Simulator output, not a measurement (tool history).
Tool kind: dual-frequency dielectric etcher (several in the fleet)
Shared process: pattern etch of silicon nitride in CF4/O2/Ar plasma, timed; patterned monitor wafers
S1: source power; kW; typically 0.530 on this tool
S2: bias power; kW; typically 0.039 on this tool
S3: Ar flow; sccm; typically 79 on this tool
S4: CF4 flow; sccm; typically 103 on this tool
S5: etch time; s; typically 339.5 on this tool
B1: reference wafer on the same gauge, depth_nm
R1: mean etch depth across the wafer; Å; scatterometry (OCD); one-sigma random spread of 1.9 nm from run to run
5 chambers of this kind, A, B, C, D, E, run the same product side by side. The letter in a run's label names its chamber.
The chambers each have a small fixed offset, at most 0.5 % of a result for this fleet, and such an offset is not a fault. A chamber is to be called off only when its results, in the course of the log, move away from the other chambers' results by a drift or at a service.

{"day": 0.296, "done": "chamber A: wet clean of the chamber"}
{"run": "1C", "day": 0.617, "S1": 0.53, "S2": 0.039, "S3": 79, "S4": 103, "S5": 339.5, "B1": 656.9, "R1": 6398.2}
{"run": "2E", "day": 0.929, "S1": 0.53, "S2": 0.039, "S3": 79, "S4": 103, "S5": 339.5, "B1": 657.3, "R1": 6420.9}
{"run": "3A", "day": 1.408, "S1": 0.53, "S2": 0.039, "S3": 79, "S4": 103, "S5": 339.5, "B1": 656.97, "R1": 6447.8}
{"day": 1.7, "done": "chamber C: wet clean of the chamber"}
{"run": "4B", "day": 1.921, "S1": 0.53, "S2": 0.039, "S3": 79, "S4": 103, "S5": 339.5, "B1": 657.39, "R1": 6406.5}
{"run": "5D", "day": 2.354, "S1": 0.53, "S2": 0.039, "S3": 79, "S4": 103, "S5": 339.5, "B1": 656.93, "R1": 6397.7}
{"run": "6B", "day": 2.975, "S1": 0.53, "S2": 0.039, "S3": 79, "S4": 103, "S5": 339.5, "B1": 657.19, "R1": 6451.0}
{"run": "7A", "day": 3.488, "S1": 0.53, "S2": 0.039, "S3": 79, "S4": 103, "S5": 339.5, "B1": 656.78, "R1": 6419.8}
{"run": "8D", "day": 3.95, "S1": 0.53, "S2": 0.045, "S3": 79, "S4": 103, "S5": 393.5, "B1": 657.02, "R1": 7775.4}
{"run": "9E", "day": 4.3, "S1": 0.53, "S2": 0.045, "S3": 79, "S4": 103, "S5": 393.5, "B1": 657.03, "R1": 7763.0}
{"run": "10C", "day": 4.821, "S1": 0.53, "S2": 0.045, "S3": 79, "S4": 103, "S5": 393.5, "B1": 656.74, "R1": 7779.1}
{"run": "11C", "day": 5.171, "S1": 0.53, "S2": 0.045, "S3": 79, "S4": 103, "S5": 393.5, "B1": 656.66, "R1": 7810.4}
{"run": "12D", "day": 5.783, "S1": 0.53, "S2": 0.045, "S3": 79, "S4": 103, "S5": 393.5, "B1": 656.99, "R1": 7770.4}
{"run": "13E", "day": 6.283, "S1": 0.53, "S2": 0.039, "S3": 79, "S4": 103, "S5": 339.5, "B1": 657.34, "R1": 6427.5}
{"run": "14B", "day": 6.65, "S1": 0.53, "S2": 0.039, "S3": 79, "S4": 103, "S5": 339.5, "B1": 656.91, "R1": 6376.2}
{"day": 7.179, "done": "chamber D: wet clean of the chamber"}
{"run": "15A", "day": 7.275, "S1": 0.53, "S2": 0.039, "S3": 79, "S4": 103, "S5": 339.5, "B1": 657.48, "R1": 6440.7}
{"run": "16A", "day": 7.804, "S1": 0.53, "S2": 0.039, "S3": 79, "S4": 103, "S5": 339.5, "B1": 656.51, "R1": 6416.4}
{"run": "17E", "day": 8.338, "S1": 0.53, "S2": 0.039, "S3": 79, "S4": 103, "S5": 339.5, "B1": 656.93, "R1": 6412.0}
{"run": "18B", "day": 9.038, "S1": 0.53, "S2": 0.039, "S3": 79, "S4": 103, "S5": 339.5, "B1": 657.23, "R1": 6329.8}
{"run": "19D", "day": 9.538, "S1": 0.53, "S2": 0.039, "S3": 79, "S4": 103, "S5": 339.5, "B1": 656.93, "R1": 6361.6}
{"run": "20C", "day": 10.212, "S1": 0.53, "S2": 0.039, "S3": 79, "S4": 117, "S5": 339.5, "B1": 657.58, "R1": 6466.7}
{"run": "21D", "day": 10.875, "S1": 0.53, "S2": 0.039, "S3": 79, "S4": 117, "S5": 339.5, "B1": 656.96, "R1": 6472.6}
{"run": "22B", "day": 11.25, "S1": 0.53, "S2": 0.039, "S3": 79, "S4": 117, "S5": 339.5, "B1": 657.39, "R1": 6339.3}
{"run": "23A", "day": 11.846, "S1": 0.53, "S2": 0.039, "S3": 79, "S4": 117, "S5": 339.5, "B1": 656.77, "R1": 6503.6}
{"day": 12.058, "done": "chamber E: wet clean of the chamber"}
{"run": "24C", "day": 12.517, "S1": 0.53, "S2": 0.039, "S3": 79, "S4": 117, "S5": 339.5, "B1": 657.25, "R1": 6475.8}
{"run": "25E", "day": 13.0, "S1": 0.53, "S2": 0.039, "S3": 70, "S4": 103, "S5": 339.5, "B1": 657.1, "R1": 6484.2}
{"run": "26C", "day": 13.6, "S1": 0.53, "S2": 0.039, "S3": 70, "S4": 103, "S5": 339.5, "B1": 656.79, "R1": 6502.5}
{"run": "27D", "day": 14.017, "S1": 0.53, "S2": 0.039, "S3": 70, "S4": 103, "S5": 339.5, "B1": 656.95, "R1": 6464.3}
{"run": "28B", "day": 14.442, "S1": 0.53, "S2": 0.039, "S3": 70, "S4": 103, "S5": 339.5, "B1": 657.27, "R1": 6275.9}
{"run": "29A", "day": 14.867, "S1": 0.53, "S2": 0.039, "S3": 70, "S4": 103, "S5": 339.5, "B1": 656.94, "R1": 6544.1}
{"run": "30E", "day": 15.3, "S1": 0.53, "S2": 0.039, "S3": 79, "S4": 103, "S5": 339.5, "B1": 656.86, "R1": 6433.8}
{"run": "31E", "day": 15.771, "S1": 0.53, "S2": 0.039, "S3": 79, "S4": 103, "S5": 339.5, "B1": 657.47, "R1": 6441.6}

Has any chamber moved away from the others, gradually or after a service, or does the common gauge drift, or do the chambers differ only by their own small steady offsets? State the chamber and the most likely cause if one applies.

Chamber B drifts away from the others.
What lies behind it: etch rate under this chamber's usual, % = 4.29.
From this log alone, it may not be told apart from: source power that arrives under what is set, %.

Which of the 4 candidates below, each the usual settings with something changed and its results left as question marks, puts chamber B back in line with what the other chambers give on the usual settings?
Maximum distance from the other chambers' mean on the usual settings for a result to count as in line: R1 68.0 Å
{"run": "32B-1", "day": 16.271, "S1": 0.54, "S2": 0.039, "S3": 79, "S4": 103, "S5": 348.0, "R1": "?"}
{"run": "32B-2", "day": 16.271, "S1": 0.53, "S2": 0.039, "S3": 79, "S4": 103, "S5": 344.5, "R1": "?"}
{"run": "32B-3", "day": 16.271, "S1": 0.52, "S2": 0.039, "S3": 79, "S4": 103, "S5": 331.0, "R1": "?"}
{"run": "32B-4", "day": 16.271, "S1": 0.53, "S2": 0.039, "S3": 79, "S4": 90, "S5": 339.5, "R1": "?"}

The mean the other chambers reach with the usual settings: R1 6405.6 Å
run=32B-1 R1=6409.8
run=32B-2 R1=6242.0
run=32B-3 R1=5897.8
run=32B-4 R1=6047.6
32B-1 brings the chamber back in line.

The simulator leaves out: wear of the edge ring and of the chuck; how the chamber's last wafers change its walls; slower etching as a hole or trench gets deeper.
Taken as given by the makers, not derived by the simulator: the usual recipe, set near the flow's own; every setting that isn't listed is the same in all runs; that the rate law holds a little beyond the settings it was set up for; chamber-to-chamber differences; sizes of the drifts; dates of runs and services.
